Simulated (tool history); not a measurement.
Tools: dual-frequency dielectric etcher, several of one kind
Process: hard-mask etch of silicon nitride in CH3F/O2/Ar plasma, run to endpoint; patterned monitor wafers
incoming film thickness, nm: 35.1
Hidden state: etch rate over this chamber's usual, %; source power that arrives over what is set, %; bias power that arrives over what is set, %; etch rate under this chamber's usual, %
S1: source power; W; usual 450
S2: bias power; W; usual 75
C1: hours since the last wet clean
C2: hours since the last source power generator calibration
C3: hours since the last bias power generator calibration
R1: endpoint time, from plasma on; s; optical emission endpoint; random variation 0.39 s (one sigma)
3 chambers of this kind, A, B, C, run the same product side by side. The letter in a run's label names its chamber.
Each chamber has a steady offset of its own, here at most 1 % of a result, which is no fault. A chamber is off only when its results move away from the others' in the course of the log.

{"run": "1A", "hour": 9.8, "S1": 450, "S2": 75, "C1": 89.4, "C2": 466.3, "C3": 984.6, "R1": 47.931}
{"run": "2B", "hour": 16.6, "S1": 450, "S2": 75, "C1": 60.0, "C2": 2749.1, "C3": 2699.0, "R1": 48.24}
{"run": "3C", "hour": 26.8, "S1": 450, "S2": 75, "C1": 84.7, "C2": 2282.9, "C3": 939.1, "R1": 46.848}
{"run": "4B", "hour": 33.7, "S1": 450, "S2": 75, "C1": 77.1, "C2": 2766.2, "C3": 2716.1, "R1": 48.425}
{"run": "5A", "hour": 41.2, "S1": 450, "S2": 75, "C1": 120.8, "C2": 497.7, "C3": 1016.0, "R1": 48.259}
{"run": "6C", "hour": 48.9, "S1": 450, "S2": 75, "C1": 106.8, "C2": 2305.0, "C3": 961.2, "R1": 47.581}
{"run": "7C", "hour": 57.9, "S1": 450, "S2": 75, "C1": 115.8, "C2": 2314.0, "C3": 970.2, "R1": 47.549}
{"run": "8A", "hour": 64.0, "S1": 450, "S2": 75, "C1": 143.6, "C2": 520.5, "C3": 1038.8, "R1": 47.545}
{"run": "9B", "hour": 69.3, "S1": 450, "S2": 75, "C1": 112.7, "C2": 2801.8, "C3": 2751.7, "R1": 47.531}
{"run": "10C", "hour": 78.4, "S1": 450, "S2": 75, "C1": 136.3, "C2": 2334.5, "C3": 990.7, "R1": 47.11}
{"run": "11B", "hour": 85.3, "S1": 450, "S2": 75, "C1": 128.7, "C2": 2817.8, "C3": 2767.7, "R1": 47.677}
{"run": "12A", "hour": 90.8, "S1": 450, "S2": 75, "C1": 170.4, "C2": 547.3, "C3": 1065.6, "R1": 47.607}
{"run": "13C", "hour": 100.9, "S1": 450, "S2": 75, "C1": 158.8, "C2": 2357.0, "C3": 1013.2, "R1": 47.385}
{"run": "14B", "hour": 107.5, "S1": 450, "S2": 75, "C1": 150.9, "C2": 2840.0, "C3": 2789.9, "R1": 48.671}
{"run": "15A", "hour": 114.2, "S1": 450, "S2": 75, "C1": 193.8, "C2": 570.7, "C3": 1089.0, "R1": 48.353}
{"run": "16A", "hour": 122.2, "S1": 450, "S2": 75, "C1": 201.8, "C2": 578.7, "C3": 1097.0, "R1": 47.951}
{"run": "17B", "hour": 127.4, "S1": 400, "S2": 75, "C1": 170.8, "C2": 2859.9, "C3": 2809.8, "R1": 50.124}
{"run": "18C", "hour": 137.8, "S1": 400, "S2": 75, "C1": 195.7, "C2": 2393.9, "C3": 1050.1, "R1": 50.105}
{"run": "19B", "hour": 146.8, "S1": 400, "S2": 75, "C1": 190.2, "C2": 2879.3, "C3": 2829.2, "R1": 50.682}
{"run": "20A", "hour": 154.5, "S1": 450, "S2": 75, "C1": 234.1, "C2": 611.0, "C3": 1129.3, "R1": 48.642}
{"run": "21C", "hour": 160.4, "S1": 450, "S2": 75, "C1": 218.3, "C2": 2416.5, "C3": 1072.7, "R1": 47.633}
{"run": "22C", "hour": 170.9, "S1": 450, "S2": 75, "C1": 228.8, "C2": 2427.0, "C3": 1083.2, "R1": 47.429}
{"run": "23A", "hour": 179.9, "S1": 450, "S2": 75, "C1": 259.5, "C2": 636.4, "C3": 1154.7, "R1": 47.931}
{"run": "24B", "hour": 188.1, "S1": 360, "S2": 68, "C1": 231.5, "C2": 2920.6, "C3": 2870.5, "R1": 53.426}
{"run": "25B", "hour": 193.3, "S1": 360, "S2": 68, "C1": 236.7, "C2": 2925.8, "C3": 2875.7, "R1": 53.192}
{"run": "26C", "hour": 203.6, "S1": 360, "S2": 68, "C1": 261.5, "C2": 2459.7, "C3": 1115.9, "R1": 53.053}
{"run": "27A", "hour": 208.4, "S1": 450, "S2": 75, "C1": 288.0, "C2": 664.9, "C3": 1183.2, "R1": 47.778}
{"run": "28C", "hour": 215.0, "S1": 450, "S2": 75, "C1": 272.9, "C2": 2471.1, "C3": 1127.3, "R1": 46.877}
{"run": "29A", "hour": 219.8, "S1": 450, "S2": 75, "C1": 299.4, "C2": 676.3, "C3": 1194.6, "R1": 47.712}
{"run": "30B", "hour": 229.1, "S1": 450, "S2": 75, "C1": 272.5, "C2": 2961.6, "C3": 2911.5, "R1": 48.186}
{"run": "31C", "hour": 238.0, "S1": 450, "S2": 75, "C1": 295.9, "C2": 2494.1, "C3": 1150.3, "R1": 47.805}
{"run": "32B", "hour": 245.0, "S1": 450, "S2": 75, "C1": 288.4, "C2": 2977.5, "C3": 2927.4, "R1": 47.472}
{"run": "33A", "hour": 251.9, "S1": 450, "S2": 75, "C1": 331.5, "C2": 708.4, "C3": 1226.7, "R1": 48.319}
{"run": "34B", "hour": 259.8, "S1": 450, "S2": 75, "C1": 303.2, "C2": 2992.3, "C3": 2942.2, "R1": 47.957}
{"run": "35A", "hour": 270.3, "S1": 450, "S2": 75, "C1": 349.9, "C2": 726.8, "C3": 1245.1, "R1": 48.548}
{"run": "36C", "hour": 275.2, "S1": 450, "S2": 75, "C1": 333.1, "C2": 2531.3, "C3": 1187.5, "R1": 47.898}
{"run": "37B", "hour": 279.8, "S1": 450, "S2": 75, "C1": 323.2, "C2": 3012.3, "C3": 2962.2, "R1": 48.205}
{"run": "38A", "hour": 284.6, "S1": 450, "S2": 75, "C1": 364.2, "C2": 741.1, "C3": 1259.4, "R1": 48.054}

What goes on in this fleet: one chamber off, a drifting gauge, or nothing beyond the chambers' own small offsets? Name the chamber and the cause, if any.

No chamber stands off beyond its own small offset, and the gauge holds steady.

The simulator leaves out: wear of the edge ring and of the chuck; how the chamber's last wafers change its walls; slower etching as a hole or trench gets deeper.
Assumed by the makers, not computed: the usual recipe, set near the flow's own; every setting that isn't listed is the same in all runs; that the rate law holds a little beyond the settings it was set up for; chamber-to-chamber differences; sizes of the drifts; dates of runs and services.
